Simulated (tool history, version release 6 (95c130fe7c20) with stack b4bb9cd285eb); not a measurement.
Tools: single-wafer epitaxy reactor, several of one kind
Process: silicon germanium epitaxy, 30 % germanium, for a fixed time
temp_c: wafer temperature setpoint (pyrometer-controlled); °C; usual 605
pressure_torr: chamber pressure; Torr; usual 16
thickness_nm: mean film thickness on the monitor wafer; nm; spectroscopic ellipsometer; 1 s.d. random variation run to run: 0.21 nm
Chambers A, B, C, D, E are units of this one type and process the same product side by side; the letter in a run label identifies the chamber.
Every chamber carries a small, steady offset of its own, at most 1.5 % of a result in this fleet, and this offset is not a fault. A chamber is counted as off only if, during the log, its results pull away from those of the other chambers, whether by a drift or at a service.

| run | hour | temp_c | pressure_torr | read-back reference wafer on the same gauge, thickness_nm | thickness_nm |
|---|---|---|---|---|---|
| 1A | 5.3 | 605 | 16 | 63.195 | 59.746 |
| 2C | 10.8 | 605 | 16 | 63.217 | 58.875 |
| 3B | 19.2 | 605 | 16 | 63.157 | 59.099 |
| 4D | 26.4 | 605 | 16 | 63.242 | 58.163 |
| 5E | 32.2 | 605 | 16 | 63.246 | 59.003 |
| 6C | 39.2 | 605 | 16 | 63.221 | 58.733 |
| 7E | 48.9 | 605 | 16 | 63.223 | 58.978 |
| 8B | 56.1 | 605 | 16 | 63.16 | 58.498 |
| 9A | 64.1 | 605 | 16 | 63.258 | 59.106 |
| 10D | 70.7 | 605 | 16 | 63.194 | 58.777 |
| 11D | 80.8 | 605 | 16 | 63.242 | 58.447 |
| 12B | 91.3 | 605 | 16 | 63.285 | 58.485 |
| 13A | 97.6 | 601 | 14.1 | 63.189 | 52.934 |
| 14E | 108.5 | 601 | 14.1 | 63.187 | 52.272 |
| 15C | 115.1 | 601 | 14.1 | 63.148 | 51.826 |
| 16E | 120.8 | 601 | 14.1 | 63.206 | 52.199 |
| 17B | 129.3 | 601 | 14.1 | 63.182 | 51.738 |
| 18C | 134.4 | 605 | 17.2 | 63.208 | 60.282 |
| 19D | 140.1 | 605 | 17.2 | 63.237 | 60.036 |
| 20A | 148.5 | 605 | 17.2 | 63.204 | 61.91 |
| 21C | 157.9 | 605 | 17.2 | 63.213 | 60.856 |
| 22B | 163.7 | 605 | 17.2 | 63.231 | 60.476 |
| 23A | 171.9 | 605 | 16 | 63.224 | 60.533 |
| 24D | 177.8 | 605 | 16 | 63.263 | 58.397 |
| 25E | 188 | 605 | 16 | 63.215 | 58.656 |
| 26A | 195.1 | 605 | 16 | 63.174 | 60.693 |
| 27E | 202.6 | 605 | 16 | 63.207 | 59.097 |
| 28C | 211.9 | 605 | 16 | 63.23 | 58.964 |
|  | 220.4 | chamber C: pyrometer calibrated |
| 29D | 222.6 | 598 | 16 | 63.251 | 51.364 |
| 30B | 232.5 | 598 | 16 | 63.218 | 51.598 |
| 31E | 239.4 | 598 | 16 | 63.218 | 51.65 |
| 32B | 244.2 | 598 | 16 | 63.214 | 51.457 |
| 33C | 253.8 | 598 | 16 | 63.249 | 51.579 |
| 34A | 262.9 | 605 | 16 | 63.198 | 60.984 |
| 35D | 271.7 | 605 | 16 | 63.225 | 58.401 |
| 36D | 277.6 | 605 | 16 | 63.225 | 58.584 |
| 37C | 286.4 | 605 | 16 | 63.287 | 58.772 |
| 38A | 293.4 | 605 | 16 | 63.228 | 61.946 |
| 39E | 300.9 | 617 | 17.3 | 63.211 | 75.237 |
| 40B | 311.1 | 617 | 17.3 | 63.166 | 75.601 |

Has any chamber moved away from the others, gradually or after a service, or does the common gauge drift, or do the chambers differ only by their own small steady offsets? State the chamber and the most likely cause if one applies.

One chamber, A, drifts off from the rest bit by bit.
Cause: wafer temperature above the value expected at the setpoint (K) = 2.03.
The log may not tell that from: true pressure above the setpoint (%).

Chamber A could run next with any of the 4 candidate recipes listed below; each alters the usual settings, and their results appear as question marks. Which one brings its results back in line with what the other chambers deliver on the usual settings?
To be in line, a result may differ from the other chambers' mean on the usual settings by at most: thickness_nm 0.73 nm
| 41A-1 | 319 | 605 | 11.9 |  | ? |
| 41A-2 | 319 | 605 | 18.1 |  | ? |
| 41A-3 | 319 | 605 | 13.9 |  | ? |
| 41A-4 | 319 | 605 | 21.1 |  | ? |

On the usual settings, the other chambers give on average: thickness_nm 58.697 nm
| run | thickness_nm |
|---|---|
| 41A-1 | 54.877 |
| 41A-2 | 64.937 |
| 41A-3 | 58.41 |
| 41A-4 | 69.056 |
41A-3 is the one that brings the chamber's results back in line with the other chambers.
